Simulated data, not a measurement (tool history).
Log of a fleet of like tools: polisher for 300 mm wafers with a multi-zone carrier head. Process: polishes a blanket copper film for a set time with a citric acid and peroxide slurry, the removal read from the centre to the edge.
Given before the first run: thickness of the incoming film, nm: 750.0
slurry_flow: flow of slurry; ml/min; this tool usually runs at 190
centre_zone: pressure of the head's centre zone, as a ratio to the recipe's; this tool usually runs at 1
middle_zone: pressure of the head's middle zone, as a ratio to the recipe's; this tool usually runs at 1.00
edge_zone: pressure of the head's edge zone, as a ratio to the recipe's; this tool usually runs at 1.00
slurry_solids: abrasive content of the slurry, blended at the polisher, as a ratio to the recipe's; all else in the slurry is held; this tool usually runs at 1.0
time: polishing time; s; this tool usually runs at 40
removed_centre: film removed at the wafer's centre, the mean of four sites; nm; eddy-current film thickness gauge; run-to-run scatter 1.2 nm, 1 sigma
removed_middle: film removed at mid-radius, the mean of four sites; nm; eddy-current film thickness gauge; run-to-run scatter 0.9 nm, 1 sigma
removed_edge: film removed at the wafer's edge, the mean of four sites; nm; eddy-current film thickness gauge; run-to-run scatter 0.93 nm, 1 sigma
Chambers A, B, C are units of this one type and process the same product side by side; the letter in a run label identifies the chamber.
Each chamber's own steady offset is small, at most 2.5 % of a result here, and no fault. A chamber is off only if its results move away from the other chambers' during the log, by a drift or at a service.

run	hour	slurry_flow	centre_zone	middle_zone	edge_zone	slurry_solids	time	wafers polished on this pad	hours since the slurry nozzle was cleaned	hours since the centre zone pressure was calibrated	hours since the edge zone pressure was calibrated	removed_centre	removed_middle	removed_edge
# hour 5.2: chamber B: centre zone pressure recalibrated
1A	7.4	190	1	1.00	1.00	1.0	40	535	289.9	255.3	230.7	78.681	79.359	78.996
2B	16.4	190	1	1.00	1.00	1.0	40	436	211.4	11.2	351.5	78.487	76.639	76.605
3C	22.6	190	1	1.00	1.00	1.0	40	859	179.8	226.3	1017.2	77.923	78.242	79.860
4C	35.5	190	1	1.00	1.00	1.0	40	1017	192.7	239.2	1030.1	80.319	77.722	79.573
# hour 35.7: chamber A: worn pad replaced by a new one
5B	41.7	190	1	1.00	1.00	1.0	40	745	236.7	36.5	376.8	75.919	77.824	76.841
# hour 47.5: chamber C: worn pad replaced by a new one
6A	50.3	190	1	1.00	0.90	1.0	45	179	332.8	298.2	273.6	86.529	87.784	85.041
7C	56.4	190	1	1.00	0.90	1.0	45	108	213.6	260.1	1051.0	86.805	88.845	87.416
# hour 59.2: chamber B: worn pad replaced by a new one
8A	62.7	190	1	1.00	0.90	1.0	45	330	345.2	310.6	286.0	88.551	89.208	84.070
9B	71.6	190	1	1.00	1.00	1.0	40	151	266.6	66.4	406.7	76.933	78.232	78.469
10B	82.7	190	1	1.00	1.00	1.0	40	287	277.7	77.5	417.8	78.403	78.341	76.555
11A	88.7	190	1	1.00	1.00	1.0	40	648	371.2	336.6	312.0	77.502	77.903	77.019
12C	96.0	190	1	1.00	1.00	1.0	40	592	253.2	299.7	1090.6	79.338	78.633	80.295
# hour 104.0: chamber A: worn pad replaced by a new one
13A	106.6	190	1	1.00	1.00	1.0	40	31	389.1	354.5	329.9	76.043	78.708	79.830
14B	119.2	190	1	1.00	1.00	1.0	40	733	314.2	114.0	454.3	79.922	79.502	80.475
# hour 125.8: chamber B: worn pad replaced by a new one
15C	125.9	190	1	1.00	1.00	1.0	40	958	283.1	329.6	1120.5	79.221	78.650	80.355
16B	137.5	190	1	1.00	1.00	1.0	40	143	332.5	132.3	472.6	78.610	78.285	77.567
17C	144.9	190	1	1.00	1.00	1.0	40	1190	302.1	348.6	1139.5	76.572	79.058	81.577
# hour 152.2: chamber C: worn pad replaced by a new one
18A	157.7	190	1	1.00	1.00	1.0	40	656	440.2	405.6	381.0	75.650	77.040	78.805
# hour 164.4: chamber A: edge zone pressure recalibrated
19A	167.2	190	1	1.00	1.00	0.8	40	772	449.7	415.1	2.8	75.452	73.644	74.302
20B	177.6	190	1	1.00	1.00	0.8	40	633	372.6	172.4	512.7	74.657	74.243	74.334
# hour 185.8: chamber A: worn pad replaced by a new one
21C	186.2	190	1	1.00	1.00	0.8	40	416	343.4	389.9	1180.8	74.392	74.489	76.774
# hour 195.0: chamber C: edge zone pressure recalibrated
22A	195.3	190	1	1.00	1.00	1.0	40	117	477.8	443.2	30.9	77.308	77.407	77.625
# hour 200.8: chamber B: worn pad replaced by a new one
23C	206.1	190	1	1.00	1.00	1.0	40	659	363.3	409.8	11.1	80.303	79.174	81.203
24B	214.1	190	1	1.00	1.00	1.0	40	162	409.1	208.9	549.2	77.193	76.737	79.528
# hour 218.3: chamber C: slurry nozzle cleaned
# hour 219.8: chamber B: slurry nozzle cleaned
25A	225.6	190	1	1.00	1.00	1.0	40	487	508.1	473.5	61.2	73.973	76.149	77.506
# hour 237.4: chamber C: worn pad replaced by a new one
26B	237.7	190	1	1.00	1.00	1.0	40	451	18.0	232.5	572.8	78.011	78.747	78.978
27C	244.3	250	1	1.00	1.00	1.0	49	84	26.1	448.0	49.3	100.910	99.899	100.350
28A	257.4	250	1	1.00	1.00	1.0	49	876	539.9	505.3	93.0	95.803	98.112	97.447
# hour 264.6: chamber A: worn pad replaced by a new one
29C	267.8	250	1	1.00	1.00	1.0	49	371	49.6	471.5	72.8	100.330	100.220	102.230
# hour 277.7: chamber B: worn pad replaced by a new one
30B	279.4	190	1	1.00	1.00	1.0	40	21	59.7	274.2	614.5	75.960	79.920	77.645
31C	290.5	190	1	1.00	1.00	1.0	40	648	72.3	494.2	95.5	79.688	79.400	81.146
32B	301.3	190	1	1.00	1.00	1.0	40	288	81.6	296.1	636.4	77.402	78.697	78.598
33A	309.7	135	1	1.00	1.00	1.0	29	552	592.2	557.6	145.3	48.756	49.746	52.857
# hour 321.9: chamber C: worn pad replaced by a new one
34A	322.5	135	1	1.00	1.00	1.0	29	708	605.0	570.4	158.1	48.317	49.298	52.109
# hour 331.3: chamber C: centre zone pressure recalibrated
35C	331.6	135	1	1.00	1.00	1.0	29	119	113.4	0.4	136.6	53.040	53.774	55.012
36B	340.5	210	1	1.00	1.06	1.0	40	767	120.8	335.3	675.6	79.706	77.805	81.782
# hour 348.5: chamber A: worn pad replaced by a new one
37C	352.9	210	1	1.00	1.06	1.0	40	379	134.7	21.7	157.9	82.034	81.305	85.078
# hour 355.0: chamber B: worn pad replaced by a new one
38A	359.1	210	1	1.00	1.06	1.0	40	129	641.6	607.0	194.7	72.920	76.316	79.307
39B	366.8	190	1	0.88	1.00	1.0	40	144	147.1	361.6	701.9	78.409	68.194	77.369
40A	379.1	190	1	0.88	1.00	1.0	40	374	661.6	627.0	214.7	70.698	65.666	74.399
41B	386.9	190	1	0.88	1.00	1.0	40	390	167.2	381.7	722.0	76.574	68.863	78.827

Decide between three cases: one chamber stands off from its peers, the gauge reading all wafers drifts, or nothing is wrong past each chamber's small offset. Where a chamber is off, say which and what most likely put it there.

One chamber, A, drifts off from the rest bit by bit.
Cause: slurry flow missing at the pad, % = 33.4.

Below are 4 candidate recipes for chamber A's next run, each the usual settings with a change, their results shown as question marks. Which of them brings A's results back in line with what the other chambers give on the usual settings?
Maximum distance from the other chambers' mean on the usual settings for a result to count as in line: removed_centre 4.100 nm; removed_middle 3.100 nm; removed_edge 3.300 nm
42A-1	396.2	180	0.96	1.00	1.01	1.0	35					?	?	?
42A-2	396.2	195	1.02	1.00	0.99	1.0	42					?	?	?
42A-3	396.2	185	0.98	1.00	1.01	1.0	38					?	?	?
42A-4	396.2	200	1.04	1.00	0.99	1.0	45					?	?	?

Average result of the remaining chambers running the usual settings: removed_centre 78.232 nm; removed_middle 78.186 nm; removed_edge 79.343 nm
run	removed_centre	removed_middle	removed_edge
42A-1	58.961	63.250	64.362
42A-2	77.306	77.288	77.432
42A-3	65.992	69.109	70.195
42A-4	85.165	83.259	83.288
It is 42A-2 that realigns the chamber with its peers.

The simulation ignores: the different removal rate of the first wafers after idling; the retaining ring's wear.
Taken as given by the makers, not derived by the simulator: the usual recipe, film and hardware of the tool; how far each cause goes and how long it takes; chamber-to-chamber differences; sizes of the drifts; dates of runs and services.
